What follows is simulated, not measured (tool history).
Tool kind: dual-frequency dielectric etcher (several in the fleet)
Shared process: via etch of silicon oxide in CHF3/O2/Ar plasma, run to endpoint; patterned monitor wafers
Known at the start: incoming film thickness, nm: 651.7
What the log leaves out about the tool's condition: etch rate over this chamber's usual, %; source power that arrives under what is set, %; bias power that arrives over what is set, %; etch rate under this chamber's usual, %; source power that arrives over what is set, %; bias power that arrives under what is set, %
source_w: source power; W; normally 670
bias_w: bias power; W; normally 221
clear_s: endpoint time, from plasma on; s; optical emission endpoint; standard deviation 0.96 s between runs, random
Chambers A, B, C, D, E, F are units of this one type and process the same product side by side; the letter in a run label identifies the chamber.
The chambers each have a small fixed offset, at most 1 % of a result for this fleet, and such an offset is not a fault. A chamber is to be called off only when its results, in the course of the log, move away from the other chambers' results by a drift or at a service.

| run | day | source_w | bias_w | hours since the last wet clean | hours since the last source power generator calibration | hours since the last bias power generator calibration | clear_s |
|---|---|---|---|---|---|---|---|
| 1B | 0.175 | 670 | 221 | 52.1 | 2085.4 | 836.2 | 290.41 |
| 2E | 0.375 | 670 | 221 | 350.6 | 3886.5 | 1475.2 | 294.47 |
| 3C | 0.554 | 670 | 221 | 132.7 | 1991.1 | 495.6 | 295.67 |
| 4A | 0.708 | 670 | 221 | 269.6 | 2102.5 | 1527.5 | 296.21 |
| 5F | 0.996 | 670 | 221 | 255.3 | 3280.5 | 143.2 | 297.64 |
| 6D | 1.188 | 750 | 221 | 476.6 | 441.3 | 1832 | 284.25 |
| 7D | 1.454 | 750 | 221 | 483 | 447.7 | 1838.4 | 284.05 |
| 8A | 1.758 | 750 | 221 | 294.8 | 2127.7 | 1552.7 | 284.27 |
| 9C | 1.908 | 750 | 221 | 165.2 | 2023.6 | 528.1 | 284.57 |
|  | 2.062 | chamber E: wet clean of the chamber |
| 10B | 2.204 | 750 | 221 | 100.8 | 2134.1 | 884.9 | 280.97 |
| 11F | 2.358 | 750 | 221 | 288 | 3313.2 | 175.9 | 283.47 |
| 12E | 2.629 | 620 | 246 | 13.6 | 3940.6 | 1529.3 | 290.46 |
| 13A | 2.858 | 620 | 246 | 321.2 | 2154.1 | 1579.1 | 293.61 |
| 14C | 3.017 | 620 | 246 | 191.8 | 2050.2 | 554.7 | 293.97 |
| 15E | 3.329 | 620 | 246 | 30.4 | 3957.4 | 1546.1 | 289.17 |
| 16F | 3.571 | 620 | 246 | 317.1 | 3342.3 | 205 | 291.38 |
|  | 3.754 | chamber D: wet clean of the chamber |
| 17D | 3.754 | 620 | 246 | 0.1 | 502.9 | 1893.6 | 293.4 |
| 18B | 4.062 | 580 | 174 | 145.4 | 2178.7 | 929.5 | 334.75 |
| 19B | 4.217 | 580 | 174 | 149.1 | 2182.4 | 933.2 | 337.97 |
| 20E | 4.421 | 580 | 174 | 56.6 | 3983.6 | 1572.3 | 334.75 |
| 21D | 4.708 | 580 | 174 | 23 | 525.8 | 1916.5 | 339.87 |
| 22A | 4.946 | 580 | 174 | 371.3 | 2204.2 | 1629.2 | 339.09 |
| 23F | 5.242 | 580 | 174 | 357.2 | 3382.4 | 245.1 | 332.18 |
| 24C | 5.512 | 670 | 221 | 251.7 | 2110.1 | 614.6 | 297.38 |
| 25E | 5.65 | 670 | 221 | 86.1 | 4013.1 | 1601.8 | 294.39 |
| 26C | 5.938 | 670 | 221 | 261.9 | 2120.3 | 624.8 | 296.93 |
| 27A | 6.079 | 670 | 221 | 398.5 | 2231.4 | 1656.4 | 295.52 |
| 28F | 6.292 | 670 | 221 | 382.4 | 3407.6 | 270.3 | 291.44 |
| 29D | 6.562 | 670 | 221 | 67.5 | 570.3 | 1961 | 296.28 |
| 30B | 6.858 | 670 | 221 | 212.5 | 2245.8 | 996.6 | 292.43 |
| 31C | 7.158 | 670 | 221 | 291.2 | 2149.6 | 654.1 | 297.29 |
| 32A | 7.375 | 670 | 221 | 429.6 | 2262.5 | 1687.5 | 296.54 |
| 33F | 7.542 | 670 | 221 | 412.4 | 3437.6 | 300.3 | 287.91 |
| 34B | 7.783 | 670 | 221 | 234.7 | 2268 | 1018.8 | 294.44 |
| 35E | 8.083 | 670 | 221 | 144.5 | 4071.5 | 1660.2 | 292.94 |
| 36D | 8.362 | 670 | 221 | 110.7 | 613.5 | 2004.2 | 296.68 |
| 37C | 8.671 | 670 | 221 | 327.5 | 2185.9 | 690.4 | 297.27 |

All chambers now run identical settings, listed one chamber a line with results as question marks. What results will each chamber show?
| 38A | 8.9 | 670 | 221 |  |  |  | ? |
| 38B | 8.9 | 670 | 221 |  |  |  | ? |
| 38C | 8.9 | 670 | 221 |  |  |  | ? |
| 38D | 8.9 | 670 | 221 |  |  |  | ? |
| 38E | 8.9 | 670 | 221 |  |  |  | ? |
| 38F | 8.9 | 670 | 221 |  |  |  | ? |

| run | clear_s |
|---|---|
| 38A | 296.53 |
| 38B | 291.84 |
| 38C | 297.8 |
| 38D | 296.78 |
| 38E | 291.57 |
| 38F | 285.97 |
